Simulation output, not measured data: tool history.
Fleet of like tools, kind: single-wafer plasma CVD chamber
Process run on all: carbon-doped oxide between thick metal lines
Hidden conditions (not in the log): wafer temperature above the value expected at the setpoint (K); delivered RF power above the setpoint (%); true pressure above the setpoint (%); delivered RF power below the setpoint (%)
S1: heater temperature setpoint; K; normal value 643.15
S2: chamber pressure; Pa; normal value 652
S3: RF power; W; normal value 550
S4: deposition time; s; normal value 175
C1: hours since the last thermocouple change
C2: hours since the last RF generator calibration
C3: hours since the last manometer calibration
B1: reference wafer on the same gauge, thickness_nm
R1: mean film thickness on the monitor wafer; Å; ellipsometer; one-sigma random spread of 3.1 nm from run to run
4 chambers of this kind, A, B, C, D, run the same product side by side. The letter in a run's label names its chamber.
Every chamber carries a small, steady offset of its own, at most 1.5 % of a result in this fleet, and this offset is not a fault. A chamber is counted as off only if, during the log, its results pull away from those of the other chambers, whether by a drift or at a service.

run   hour      S1   S2   S3   S4      C1      C2      C3      B1      R1
 1B    3.3  643.15  652  550  175   680.4  1203.7  1057.0  828.82  8783.1
 2A    7.4  643.15  652  550  175   566.1    28.5  1539.0  829.08  8898.3
 3D    9.7  643.15  652  550  175  2337.0   637.2   217.6  828.92  8877.3
 4C   12.6  643.15  652  550  175   168.9  1308.0   413.3  828.50  8848.3
 5D   17.5  643.15  652  550  175  2344.8   645.0   225.4  829.01  8877.7
 6A   21.7  643.15  652  495  149   580.4    42.8  1553.3  829.07  7094.5
 7C   24.4  643.15  652  495  149   180.7  1319.8   425.1  829.27  7090.8
 8B   29.3  643.15  652  495  149   706.4  1229.7  1083.0  829.58  6974.2
 9A   32.9  643.15  652  495  149   591.6    54.0  1564.5  828.31  7101.7
10C   35.2  643.15  652  550  175   191.5  1330.6   435.9  829.34  8910.9
11B   37.9  643.15  652  550  175   715.0  1238.3  1091.6  828.11  8704.8
12D   40.6  643.15  652  550  175  2367.9   668.1   248.5  829.52  8901.2
13D   44.9  643.15  652  550  175  2372.2   672.4   252.8  828.58  8904.5
14B   49.3  643.15  652  550  175   726.4  1249.7  1103.0  828.57  8790.7
15C   52.6  643.15  652  550  175   208.9  1348.0   453.3  828.96  8858.4
16A   56.9  643.15  652  550  175   615.6    78.0  1588.5  829.34  8923.3
17C   61.1  643.15  652  550  175   217.4  1356.5   461.8  829.17  8978.6
18A   65.4  643.15  652  550  175   624.1    86.5  1597.0  828.74  8992.9
19B   69.7  643.15  652  550  175   746.8  1270.1  1123.4  830.24  8749.3
20D   74.7  643.15  652  550  175  2402.0   702.2   282.6  828.25  8923.2
21C   79.4  643.15  652  550  175   235.7  1374.8   480.1  829.58  8940.1
22A   84.1  643.15  528  550  175   642.8   105.2  1615.7  829.21  8653.8
23B   88.1  643.15  528  550  175   765.2  1288.5  1141.8  829.05  8498.7
24D   92.4  643.15  528  550  175  2419.7   719.9   300.3  828.99  8631.5
25C   94.6  643.15  528  550  175   250.9  1390.0   495.3  828.82  8655.6
26A   98.6  643.15  652  550  175   657.3   119.7  1630.2  829.17  8952.8
27D  101.2  643.15  652  550  175  2428.5   728.7   309.1  829.50  8964.1
28B  103.6  643.15  652  550  175   780.7  1304.0  1157.3  828.37  8788.0
29A  106.6  643.15  652  550  175   665.3   127.7  1638.2  829.20  8931.7
30C  111.2  643.15  652  550  175   267.5  1406.6   511.9  828.95  8869.1
31B  114.8  643.15  652  550  175   791.9  1315.2  1168.5  830.27  8752.9
32D  119.6  643.15  752  550  175  2446.9   747.1   327.5  828.04  9060.9
33D  123.4  643.15  752  550  175  2450.7   750.9   331.3  828.87  9058.5
34B  128.4  643.15  752  550  175   805.5  1328.8  1182.1  828.92  8989.6
35A  131.1  643.15  752  550  175   689.8   152.2  1662.7  828.46  9118.5
36C  134.4  643.15  652  550  193   290.7  1429.8   535.1  829.18  9794.8
37D  136.6  643.15  652  550  193  2463.9   764.1   344.5  828.52  9743.7
38B  139.7  643.15  652  550  193   816.8  1340.1  1193.4  829.18  9638.9

Read the log: is a single chamber off, either drifting away or since a service, is the gauge that measures every chamber drifting, or is nothing wrong beyond small per-chamber offsets? Name any odd chamber and what most likely caused it.

Nothing is wrong: each chamber keeps only its own small, steady offset and the gauge holds still.
